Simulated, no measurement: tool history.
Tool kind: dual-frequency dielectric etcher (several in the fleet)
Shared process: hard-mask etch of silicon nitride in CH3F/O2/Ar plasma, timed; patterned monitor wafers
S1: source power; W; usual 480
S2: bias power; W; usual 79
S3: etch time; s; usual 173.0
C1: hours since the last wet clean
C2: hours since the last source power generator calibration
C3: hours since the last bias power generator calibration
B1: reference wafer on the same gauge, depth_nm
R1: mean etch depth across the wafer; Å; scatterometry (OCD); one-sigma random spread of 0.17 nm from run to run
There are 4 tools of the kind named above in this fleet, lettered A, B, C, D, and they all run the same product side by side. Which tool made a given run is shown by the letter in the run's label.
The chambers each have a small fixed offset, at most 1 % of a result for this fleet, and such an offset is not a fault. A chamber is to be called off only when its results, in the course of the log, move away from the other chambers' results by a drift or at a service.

{"run": "1D", "hour": 5.8, "S1": 480, "S2": 79, "S3": 173.0, "C1": 492.1, "C2": 206.3, "C3": 1016.0, "B1": 112.01, "R1": 1338.1}
{"run": "2C", "hour": 11.0, "S1": 480, "S2": 79, "S3": 173.0, "C1": 222.8, "C2": 2203.1, "C3": 2088.3, "B1": 112.01, "R1": 1338.0}
{"run": "3B", "hour": 17.9, "S1": 480, "S2": 79, "S3": 173.0, "C1": 525.9, "C2": 1784.0, "C3": 620.7, "B1": 112.08, "R1": 1341.7}
{"run": "4A", "hour": 23.7, "S1": 480, "S2": 79, "S3": 173.0, "C1": 162.8, "C2": 3672.9, "C3": 756.1, "B1": 112.07, "R1": 1334.3}
{"run": "5B", "hour": 27.5, "S1": 480, "S2": 79, "S3": 173.0, "C1": 535.5, "C2": 1793.6, "C3": 630.3, "B1": 112.03, "R1": 1343.3}
{"run": "6C", "hour": 31.6, "S1": 480, "S2": 79, "S3": 173.0, "C1": 243.4, "C2": 2223.7, "C3": 2108.9, "B1": 112.08, "R1": 1342.9}
{"run": "7D", "hour": 35.6, "S1": 480, "S2": 79, "S3": 173.0, "C1": 521.9, "C2": 236.1, "C3": 1045.8, "B1": 112.08, "R1": 1339.1}
{"run": "8A", "hour": 40.6, "S1": 480, "S2": 79, "S3": 173.0, "C1": 179.7, "C2": 3689.8, "C3": 773.0, "B1": 112.11, "R1": 1333.6}
{"run": "9B", "hour": 44.5, "S1": 480, "S2": 79, "S3": 173.0, "C1": 552.5, "C2": 1810.6, "C3": 647.3, "B1": 112.14, "R1": 1344.2}
{"run": "10D", "hour": 48.2, "S1": 540, "S2": 79, "S3": 173.0, "C1": 534.5, "C2": 248.7, "C3": 1058.4, "B1": 112.14, "R1": 1401.7}
{"run": "11A", "hour": 55.7, "S1": 540, "S2": 79, "S3": 173.0, "C1": 194.8, "C2": 3704.9, "C3": 788.1, "B1": 112.14, "R1": 1395.4}
{"run": "12C", "hour": 62.3, "S1": 540, "S2": 79, "S3": 173.0, "C1": 274.1, "C2": 2254.4, "C3": 2139.6, "B1": 112.2, "R1": 1403.4}
{"run": "13B", "hour": 69.1, "S1": 540, "S2": 79, "S3": 173.0, "C1": 577.1, "C2": 1835.2, "C3": 671.9, "B1": 112.15, "R1": 1404.7}
{"run": "14D", "hour": 72.9, "S1": 480, "S2": 79, "S3": 173.0, "C1": 559.2, "C2": 273.4, "C3": 1083.1, "B1": 112.21, "R1": 1341.2}
{"run": "15C", "hour": 78.6, "S1": 480, "S2": 79, "S3": 173.0, "C1": 290.4, "C2": 2270.7, "C3": 2155.9, "B1": 112.16, "R1": 1342.7}
{"run": "16A", "hour": 84.0, "S1": 480, "S2": 79, "S3": 173.0, "C1": 223.1, "C2": 3733.2, "C3": 816.4, "B1": 112.19, "R1": 1338.0}
{"run": "17B", "hour": 91.3, "S1": 570, "S2": 79, "S3": 173.0, "C1": 599.3, "C2": 1857.4, "C3": 694.1, "B1": 112.24, "R1": 1434.9}
{"hour": 93.4, "done": "chamber B: wet clean of the chamber"}
{"run": "18D", "hour": 97.3, "S1": 570, "S2": 79, "S3": 173.0, "C1": 583.6, "C2": 297.8, "C3": 1107.5, "B1": 112.23, "R1": 1433.8}
{"run": "19C", "hour": 100.7, "S1": 570, "S2": 79, "S3": 173.0, "C1": 312.5, "C2": 2292.8, "C3": 2178.0, "B1": 112.26, "R1": 1433.4}
{"run": "20A", "hour": 105.2, "S1": 570, "S2": 79, "S3": 173.0, "C1": 244.3, "C2": 3754.4, "C3": 837.6, "B1": 112.24, "R1": 1426.5}
{"run": "21A", "hour": 111.9, "S1": 480, "S2": 79, "S3": 173.0, "C1": 251.0, "C2": 3761.1, "C3": 844.3, "B1": 112.3, "R1": 1335.3}
{"run": "22B", "hour": 119.0, "S1": 480, "S2": 79, "S3": 173.0, "C1": 25.7, "C2": 1885.1, "C3": 721.8, "B1": 112.31, "R1": 1345.0}
{"run": "23C", "hour": 125.2, "S1": 480, "S2": 79, "S3": 173.0, "C1": 337.0, "C2": 2317.3, "C3": 2202.5, "B1": 112.29, "R1": 1345.1}
{"run": "24D", "hour": 131.4, "S1": 480, "S2": 79, "S3": 173.0, "C1": 617.7, "C2": 331.9, "C3": 1141.6, "B1": 112.32, "R1": 1338.8}
{"run": "25A", "hour": 135.0, "S1": 480, "S2": 79, "S3": 173.0, "C1": 274.1, "C2": 3784.2, "C3": 867.4, "B1": 112.31, "R1": 1338.0}
{"run": "26D", "hour": 142.5, "S1": 480, "S2": 79, "S3": 173.0, "C1": 628.8, "C2": 343.0, "C3": 1152.7, "B1": 112.34, "R1": 1341.5}
{"run": "27C", "hour": 145.8, "S1": 480, "S2": 79, "S3": 173.0, "C1": 357.6, "C2": 2337.9, "C3": 2223.1, "B1": 112.36, "R1": 1343.8}
{"run": "28B", "hour": 151.1, "S1": 480, "S2": 79, "S3": 173.0, "C1": 57.8, "C2": 1917.2, "C3": 753.9, "B1": 112.38, "R1": 1344.9}
{"run": "29C", "hour": 158.4, "S1": 480, "S2": 79, "S3": 173.0, "C1": 370.2, "C2": 2350.5, "C3": 2235.7, "B1": 112.42, "R1": 1348.0}
{"run": "30B", "hour": 163.0, "S1": 480, "S2": 79, "S3": 173.0, "C1": 69.7, "C2": 1929.1, "C3": 765.8, "B1": 112.38, "R1": 1345.2}
{"hour": 163.4, "done": "chamber D: wet clean of the chamber"}
{"run": "31D", "hour": 167.6, "S1": 480, "S2": 79, "S3": 173.0, "C1": 4.3, "C2": 368.1, "C3": 1177.8, "B1": 112.39, "R1": 1341.4}
{"run": "32A", "hour": 175.1, "S1": 480, "S2": 79, "S3": 173.0, "C1": 314.2, "C2": 3824.3, "C3": 907.5, "B1": 112.44, "R1": 1338.1}
{"run": "33C", "hour": 178.7, "S1": 480, "S2": 79, "S3": 173.0, "C1": 390.5, "C2": 2370.8, "C3": 2256.0, "B1": 112.48, "R1": 1345.9}
{"run": "34A", "hour": 183.0, "S1": 480, "S2": 79, "S3": 173.0, "C1": 322.1, "C2": 3832.2, "C3": 915.4, "B1": 112.47, "R1": 1340.1}
{"run": "35D", "hour": 186.5, "S1": 480, "S2": 79, "S3": 173.0, "C1": 23.2, "C2": 387.0, "C3": 1196.7, "B1": 112.45, "R1": 1344.6}
{"run": "36B", "hour": 191.9, "S1": 520, "S2": 96, "S3": 173.0, "C1": 98.6, "C2": 1958.0, "C3": 794.7, "B1": 112.47, "R1": 1485.8}
{"run": "37D", "hour": 198.4, "S1": 520, "S2": 96, "S3": 173.0, "C1": 35.1, "C2": 398.9, "C3": 1208.6, "B1": 112.51, "R1": 1487.6}
{"run": "38B", "hour": 205.0, "S1": 520, "S2": 96, "S3": 173.0, "C1": 111.7, "C2": 1971.1, "C3": 807.8, "B1": 112.51, "R1": 1488.6}
{"hour": 206.9, "done": "chamber C: wet clean of the chamber"}
{"run": "39A", "hour": 209.6, "S1": 520, "S2": 96, "S3": 173.0, "C1": 348.7, "C2": 3858.8, "C3": 942.0, "B1": 112.56, "R1": 1478.7}
{"run": "40C", "hour": 214.6, "S1": 480, "S2": 79, "S3": 173.0, "C1": 7.8, "C2": 2406.7, "C3": 2291.9, "B1": 112.56, "R1": 1344.0}
{"run": "41C", "hour": 221.9, "S1": 480, "S2": 79, "S3": 173.0, "C1": 15.1, "C2": 2414.0, "C3": 2299.2, "B1": 112.55, "R1": 1347.4}
{"run": "42B", "hour": 225.9, "S1": 480, "S2": 79, "S3": 173.0, "C1": 132.6, "C2": 1992.0, "C3": 828.7, "B1": 112.56, "R1": 1347.0}

Next, all 4 chambers run the settings below, one line each with question marks for the results. What does each chamber give?
{"run": "43A", "hour": 231.3, "S1": 480, "S2": 79, "S3": 219.5, "R1": "?"}
{"run": "43B", "hour": 231.3, "S1": 480, "S2": 79, "S3": 219.5, "R1": "?"}
{"run": "43C", "hour": 231.3, "S1": 480, "S2": 79, "S3": 219.5, "R1": "?"}
{"run": "43D", "hour": 231.3, "S1": 480, "S2": 79, "S3": 219.5, "R1": "?"}

run=43A R1=1701.4
run=43B R1=1711.8
run=43C R1=1704.3
run=43D R1=1704.5
